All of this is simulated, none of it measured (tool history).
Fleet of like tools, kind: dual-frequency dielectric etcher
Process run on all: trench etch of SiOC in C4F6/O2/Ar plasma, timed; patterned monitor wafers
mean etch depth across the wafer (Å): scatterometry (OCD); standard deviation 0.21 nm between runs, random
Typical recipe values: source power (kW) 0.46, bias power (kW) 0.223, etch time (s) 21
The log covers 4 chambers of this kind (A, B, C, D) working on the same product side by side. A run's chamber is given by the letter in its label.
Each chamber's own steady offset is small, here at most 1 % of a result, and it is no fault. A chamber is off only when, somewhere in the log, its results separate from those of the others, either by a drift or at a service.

run     day  source power (kW)  bias power (kW)  etch time (s)  read-back reference wafer on the same gauge, depth_nm  mean etch depth across the wafer (Å)
 1C   0.442               0.46            0.223             21                                                 54.936                                500.78
      0.475  -- chamber D: wet clean of the chamber
 2B   0.712               0.46            0.223             21                                                  54.93                                489.89
 3D   1.067               0.46            0.223             21                                                  54.89                                489.41
 4A   1.488               0.46            0.223             21                                                 54.877                                489.01
 5C   1.704               0.53            0.243             21                                                 54.891                                538.92
 6A   2.046               0.53            0.243             21                                                 54.958                                529.22
 7D   2.396               0.53            0.243             21                                                 54.905                                 532.8
 8B   2.708               0.53            0.243             21                                                 54.877                                536.71
 9B   3.112               0.46            0.223             21                                                 54.922                                494.06
10C   3.338               0.46            0.223             21                                                 54.942                                500.69
      3.742  -- chamber C: bias power generator calibrated
11D   3.804               0.46            0.223             21                                                 54.968                                490.05
12A   4.138               0.46            0.223             21                                                 54.873                                489.52
13A   4.442               0.46            0.223             21                                                 54.842                                490.42
      4.542  -- chamber A: wet clean of the chamber
14B   4.675               0.53            0.223             21                                                 54.819                                520.84
15D   5.075               0.53            0.223             21                                                 54.914                                513.63
16C     5.3               0.53            0.223             21                                                 54.909                                526.46
17D   5.679               0.53            0.223             21                                                 54.868                                 514.4
18C   6.125               0.46            0.223             21                                                 54.877                                498.21
19B   6.479               0.46            0.223             21                                                 54.896                                496.78
20A   6.888               0.46            0.276             26                                                  54.88                                653.26
21C   7.321               0.46            0.276             26                                                 54.852                                659.79
22A   7.583               0.46            0.276             26                                                 54.907                                649.26
      7.796  -- chamber C: wet clean of the chamber
23D   7.992               0.46            0.276             26                                                 54.867                                650.56
24B   8.442               0.46            0.223             21                                                 54.888                                492.87
25D   8.754               0.46            0.223             21                                                 54.925                                487.89
26C       9               0.46            0.223             21                                                  54.93                                519.98
27B   9.296               0.46            0.223             21                                                 54.919                                492.87
28A   9.738               0.46            0.223             21                                                 54.877                                489.14
29A   9.988                0.5            0.253             21                                                 54.967                                 528.9
30C  10.308                0.5            0.253             21                                                  54.85                                555.69
31D   10.55                0.5            0.253             21                                                 54.926                                524.57
32B  10.862                0.5            0.253             21                                                 54.848                                532.66
33C  11.321               0.46            0.205             26                                                 54.911                                614.62
34D  11.688               0.46            0.205             26                                                 54.899                                582.79
35B  12.067               0.46            0.205             26                                                 54.891                                591.21
36A  12.442               0.46            0.205             26                                                 54.934                                589.29
37B  12.788               0.46            0.223             21                                                 54.902                                495.72

Is one chamber out of step, is the gauge drifting, or do the chambers differ by no more than their own small offsets? For an off chamber, give its letter and the likeliest cause.

Chamber C has stood off from the others ever since a service on it.
What lies behind it: etch rate over this chamber's usual, % = 3.4.

Which of the 4 candidates below, each the usual settings with something changed and its results left as question marks, puts chamber C back in line with what the other chambers give on the usual settings?
In-line tolerance around the mean of the other chambers on the usual settings: mean etch depth across the wafer (Å) 7.2
38C-1  13.129               0.46            0.257             21                                                                                            ?
38C-2  13.129               0.46            0.211             21                                                                                            ?
38C-3  13.129               0.46            0.223           21.5                                                                                            ?
38C-4  13.129               0.46            0.223             20                                                                                            ?

The other chambers' mean on the usual settings: mean etch depth across the wafer (Å) 490.28
  run  mean etch depth across the wafer (Å)
38C-1                                 539.4
38C-2                                505.86
38C-3                                527.17
38C-4                                490.39
The right change is 38C-4: it brings the chamber back within the allowed miss of the others.

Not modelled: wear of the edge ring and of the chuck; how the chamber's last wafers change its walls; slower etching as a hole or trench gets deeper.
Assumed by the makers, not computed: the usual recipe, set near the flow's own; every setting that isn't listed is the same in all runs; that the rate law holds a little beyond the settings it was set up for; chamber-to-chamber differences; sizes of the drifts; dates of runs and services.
